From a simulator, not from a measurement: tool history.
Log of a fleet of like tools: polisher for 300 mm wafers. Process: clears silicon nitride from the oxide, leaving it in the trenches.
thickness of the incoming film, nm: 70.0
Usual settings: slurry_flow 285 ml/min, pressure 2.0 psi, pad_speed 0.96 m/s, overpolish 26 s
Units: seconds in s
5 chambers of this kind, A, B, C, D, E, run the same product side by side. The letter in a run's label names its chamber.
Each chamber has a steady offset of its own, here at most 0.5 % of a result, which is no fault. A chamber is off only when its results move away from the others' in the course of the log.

| run | day | slurry_flow | pressure | pad_speed | overpolish | wafers polished on this pad | hours since the slurry nozzle was cleaned | hours since the head pressure was calibrated | seconds |
|---|---|---|---|---|---|---|---|---|---|
|  | 0.025 | chamber A: worn pad replaced by a new one |
| 1E | 0.292 | 285 | 2.0 | 0.96 | 26 | 463 | 82.2 | 75.6 | 103.600 |
| 2B | 0.588 | 285 | 2.0 | 0.96 | 26 | 123 | 224.3 | 402.3 | 104.480 |
|  | 0.800 | chamber A: slurry nozzle cleaned |
|  | 0.817 | chamber B: head pressure recalibrated |
| 3C | 0.958 | 285 | 2.0 | 0.96 | 26 | 455 | 139.8 | 59.2 | 104.710 |
|  | 1.179 | chamber D: worn pad replaced by a new one |
| 4A | 1.446 | 285 | 2.0 | 0.96 | 26 | 253 | 15.5 | 698.0 | 104.020 |
| 5D | 1.717 | 285 | 2.0 | 0.96 | 26 | 96 | 452.6 | 1094.6 | 103.150 |
| 6B | 2.062 | 285 | 2.0 | 0.96 | 26 | 386 | 259.7 | 29.9 | 105.270 |
| 7C | 2.571 | 285 | 2.0 | 0.96 | 26 | 742 | 178.5 | 97.9 | 100.920 |
| 8A | 2.896 | 285 | 2.0 | 0.96 | 26 | 512 | 50.3 | 732.8 | 103.780 |
| 9D | 3.188 | 240 | 2.5 | 0.96 | 26 | 358 | 487.9 | 1129.9 | 83.148 |
| 10E | 3.662 | 240 | 2.5 | 0.96 | 26 | 1065 | 163.1 | 156.5 | 83.392 |
|  | 3.771 | chamber D: slurry nozzle cleaned |
|  | 3.775 | chamber E: worn pad replaced by a new one |
| 11B | 3.946 | 240 | 2.5 | 0.96 | 26 | 722 | 304.9 | 75.1 | 83.037 |
|  | 3.983 | chamber A: worn pad replaced by a new one |
| 12D | 4.400 | 240 | 2.5 | 0.96 | 26 | 575 | 15.1 | 1159.0 | 83.298 |
|  | 4.692 | chamber D: worn pad replaced by a new one |
| 13E | 4.842 | 240 | 2.5 | 0.96 | 26 | 190 | 191.4 | 184.8 | 83.541 |
| 14A | 5.067 | 285 | 2.0 | 0.96 | 26 | 193 | 102.4 | 784.9 | 102.330 |
| 15C | 5.296 | 285 | 2.0 | 0.96 | 26 | 1228 | 243.9 | 163.3 | 103.470 |
| 16B | 5.771 | 285 | 2.0 | 0.96 | 26 | 1047 | 348.7 | 118.9 | 102.520 |
| 17D | 6.096 | 285 | 2.0 | 0.96 | 26 | 251 | 55.8 | 1199.7 | 102.470 |
|  | 6.283 | chamber C: worn pad replaced by a new one |
| 18A | 6.542 | 285 | 2.0 | 0.96 | 26 | 456 | 137.8 | 820.3 | 105.490 |
| 19C | 6.771 | 285 | 2.0 | 0.96 | 26 | 87 | 279.3 | 198.7 | 105.470 |
|  | 6.971 | chamber B: slurry nozzle cleaned |
| 20E | 7.058 | 285 | 2.5 | 0.84 | 26 | 585 | 244.6 | 238.0 | 95.736 |
| 21D | 7.500 | 285 | 2.5 | 0.84 | 26 | 501 | 89.5 | 1233.4 | 93.743 |
|  | 7.633 | chamber B: worn pad replaced by a new one |
| 22B | 8.017 | 285 | 2.5 | 0.84 | 26 | 68 | 25.1 | 172.8 | 95.433 |
|  | 8.079 | chamber A: worn pad replaced by a new one |
| 23C | 8.383 | 285 | 2.5 | 0.84 | 26 | 374 | 318.0 | 237.4 | 94.051 |
|  | 8.392 | chamber D: worn pad replaced by a new one |
| 24E | 8.708 | 285 | 2.5 | 0.84 | 26 | 879 | 284.2 | 277.6 | 94.972 |
| 25A | 9.196 | 285 | 2.0 | 0.96 | 26 | 199 | 201.5 | 884.0 | 103.920 |
|  | 9.371 | chamber E: worn pad replaced by a new one |
|  | 9.404 | chamber C: slurry nozzle cleaned |
| 26E | 9.700 | 285 | 2.0 | 0.96 | 26 | 59 | 308.0 | 301.4 | 105.130 |
| 27C | 10.025 | 285 | 2.0 | 0.96 | 26 | 667 | 14.9 | 276.8 | 102.240 |
| 28A | 10.533 | 285 | 2.0 | 0.96 | 26 | 437 | 233.6 | 916.1 | 103.880 |
|  | 10.858 | chamber D: head pressure recalibrated |
| 29D | 10.867 | 285 | 2.0 | 0.96 | 26 | 441 | 170.3 | 0.3 | 103.730 |
| 30B | 11.346 | 285 | 2.0 | 0.96 | 26 | 662 | 105.0 | 252.7 | 103.050 |
| 31A | 11.642 | 285 | 2.0 | 0.96 | 26 | 635 | 260.2 | 942.7 | 103.060 |
| 32B | 11.954 | 285 | 2.0 | 0.72 | 41 | 771 | 119.6 | 267.3 | 137.680 |
|  | 12.038 | chamber C: head pressure recalibrated |
|  | 12.092 | chamber D: worn pad replaced by a new one |
| 33D | 12.404 | 285 | 2.0 | 0.72 | 41 | 56 | 207.2 | 37.2 | 139.480 |
| 34C | 12.771 | 285 | 2.0 | 0.72 | 41 | 1157 | 80.8 | 17.6 | 138.620 |
| 35E | 13.100 | 285 | 2.0 | 0.72 | 41 | 665 | 389.6 | 383.0 | 139.190 |
| 36D | 13.571 | 285 | 2.0 | 0.72 | 41 | 264 | 235.2 | 65.2 | 138.000 |

What goes on in this fleet: one chamber off, a drifting gauge, or nothing beyond the chambers' own small offsets? Name the chamber and the cause, if any.

No chamber stands off beyond its own small offset, and the gauge holds steady.
